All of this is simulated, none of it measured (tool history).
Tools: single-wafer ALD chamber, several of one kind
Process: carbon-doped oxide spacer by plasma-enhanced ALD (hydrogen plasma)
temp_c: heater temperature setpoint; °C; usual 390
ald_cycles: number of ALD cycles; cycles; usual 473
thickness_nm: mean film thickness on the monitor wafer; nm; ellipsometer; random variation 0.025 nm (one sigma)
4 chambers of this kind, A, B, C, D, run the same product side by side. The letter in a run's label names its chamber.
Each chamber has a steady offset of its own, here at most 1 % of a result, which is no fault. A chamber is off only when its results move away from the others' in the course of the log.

run	day	temp_c	ald_cycles	hours since the last thermocouple change	read-back reference wafer on the same gauge, thickness_nm	thickness_nm
1B	0.233	390	473	1678.5	23.903	23.527
2D	0.625	390	473	426.3	23.891	23.635
3A	1.1	390	473	551.8	23.893	23.765
4C	1.508	390	473	431.3	23.884	23.571
5B	1.925	390	473	1719.1	23.887	23.477
# day 2.029: chamber B: thermocouple changed; heater temperature recalibrated
6C	2.354	390	473	451.6	23.882	23.588
7D	2.583	390	473	473.3	23.876	23.642
8A	3.058	390	473	598.8	23.873	23.769
9A	3.321	390	473	605.1	23.872	23.756
10B	3.612	390	473	38.1	23.871	23.519
11D	3.929	402	473	505.6	23.869	23.477
12C	4.208	402	473	496.1	23.866	23.421
13B	4.642	402	473	62.8	23.864	23.333
14C	5.133	402	473	518.3	23.852	23.417
15A	5.467	390	473	656.6	23.849	23.726
16D	5.771	403	517	549.8	23.85	25.583
17D	6.029	403	517	556	23.841	25.607
18B	6.342	403	517	103.6	23.843	25.422
19C	6.558	403	517	552.5	23.847	25.47
20A	6.788	390	473	688.3	23.84	23.726
21B	7.175	390	473	123.6	23.837	23.48
22A	7.496	390	473	705.3	23.836	23.734
23C	7.929	401	411	585.4	23.833	20.395
24D	8.196	401	411	608	23.823	20.462
25B	8.612	401	411	158.1	23.827	20.326
26A	8.933	401	411	739.8	23.821	20.508
27D	9.192	390	473	631.9	23.818	23.579
28C	9.571	390	473	624.8	23.812	23.506
29C	9.992	390	473	634.9	23.813	23.514
30D	10.362	390	473	660	23.805	23.634
31A	10.629	390	473	780.5	23.801	23.712
32B	10.858	390	473	212	23.813	23.488
33D	11.321	390	526	683	23.805	26.22
34A	11.554	390	526	802.7	23.793	26.35

All 4 chambers run these settings next. Forecast each chamber's results:
35A	11.912	383	473			?
35B	11.912	383	473			?
35C	11.912	383	473			?
35D	11.912	383	473			?

run	thickness_nm
35A	23.709
35B	23.391
35C	23.482
35D	23.553
